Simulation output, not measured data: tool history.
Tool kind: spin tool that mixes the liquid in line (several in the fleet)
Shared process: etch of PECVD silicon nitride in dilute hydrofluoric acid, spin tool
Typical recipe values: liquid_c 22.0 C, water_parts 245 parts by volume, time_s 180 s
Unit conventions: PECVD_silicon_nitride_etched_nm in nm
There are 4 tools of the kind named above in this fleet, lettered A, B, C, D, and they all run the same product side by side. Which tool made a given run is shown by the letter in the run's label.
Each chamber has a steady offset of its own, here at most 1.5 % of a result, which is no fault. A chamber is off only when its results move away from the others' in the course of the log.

run,day,liquid_c,water_parts,time_s,hours since the thermometer was replaced,hours since the hydrofluoric acid flow meter was replaced,"read-back film thickness of the PECVD silicon nitride reference wafer, read on the same gauge (nm)",PECVD_silicon_nitride_etched_nm
1A,0.588,22.0,245,180,1148.8,236.1,90.012,1.14070
2B,1.146,22.0,245,180,85.7,1356.9,90.003,1.13070
3C,1.538,22.0,245,180,956.3,1546.3,89.958,1.12560
# day 2.029: chamber D: hydrofluoric acid flow meter replaced
4D,2.062,22.0,245,180,802.3,0.9,90.012,1.16330
5C,2.438,23.5,245,100,977.9,1567.9,90.002,0.68993
6A,2.883,23.5,245,100,1203.9,291.2,89.970,0.70902
7D,3.150,23.5,245,100,828.4,27.0,89.969,0.71108
8B,3.646,23.5,245,100,145.7,1416.9,90.024,0.72370
9B,3.946,22.0,245,180,152.9,1424.1,89.997,1.14900
10D,4.496,22.0,245,180,860.7,59.3,90.012,1.13160
11C,5.033,22.0,245,180,1040.2,1630.2,89.989,1.14740
12A,5.379,22.0,245,180,1263.8,351.1,89.998,1.18550
13A,5.871,22.0,245,180,1275.6,362.9,89.982,1.17900
14B,6.283,22.0,245,180,209.0,1480.2,90.008,1.15320
15D,6.642,22.0,245,180,912.2,110.8,90.020,1.16870
16C,6.996,22.0,245,180,1087.3,1677.3,89.996,1.11630
17B,7.358,22.0,245,180,234.8,1506.0,89.999,1.09430
18C,7.808,22.0,245,180,1106.8,1696.8,90.012,1.15100
19D,8.346,22.0,245,180,953.1,151.7,90.011,1.14410
20A,8.900,22.0,245,180,1348.3,435.6,90.006,1.15560
21D,9.304,22.0,245,180,976.1,174.7,89.961,1.14870
22A,9.767,22.0,245,180,1369.1,456.4,89.985,1.08550
23C,10.246,22.0,245,180,1165.3,1755.3,90.018,1.17650
24B,10.804,22.0,245,180,317.5,1588.7,89.958,1.12740
# day 10.871: chamber D: thermometer replaced
25C,11.296,22.0,245,180,1190.5,1780.5,89.998,1.17230
26D,11.879,22.0,245,180,24.2,236.5,89.993,1.13890
27A,12.417,22.0,245,180,1432.7,520.0,90.006,1.16460
28B,12.838,22.0,335,255,366.3,1637.5,90.005,1.17830
29B,13.408,22.0,335,255,380.0,1651.2,90.010,1.20110
30A,13.954,22.0,335,255,1469.6,556.9,90.049,1.18020
31C,14.450,22.0,335,255,1266.2,1856.2,89.987,1.21590
32D,14.979,22.0,245,180,98.6,310.9,89.985,1.17630
33A,15.317,22.0,245,180,1502.3,589.6,89.992,1.11810
34D,15.871,22.0,245,180,120.0,332.3,89.974,1.13950
35B,16.225,22.0,245,180,447.6,1718.8,89.982,1.12710

Is one chamber off against the others, does the gauge drift, or is nothing wrong? If a chamber is off, say which, and what the likeliest cause is.

No chamber is off and the gauge is stable; the differences are just each chamber's small, constant offset.

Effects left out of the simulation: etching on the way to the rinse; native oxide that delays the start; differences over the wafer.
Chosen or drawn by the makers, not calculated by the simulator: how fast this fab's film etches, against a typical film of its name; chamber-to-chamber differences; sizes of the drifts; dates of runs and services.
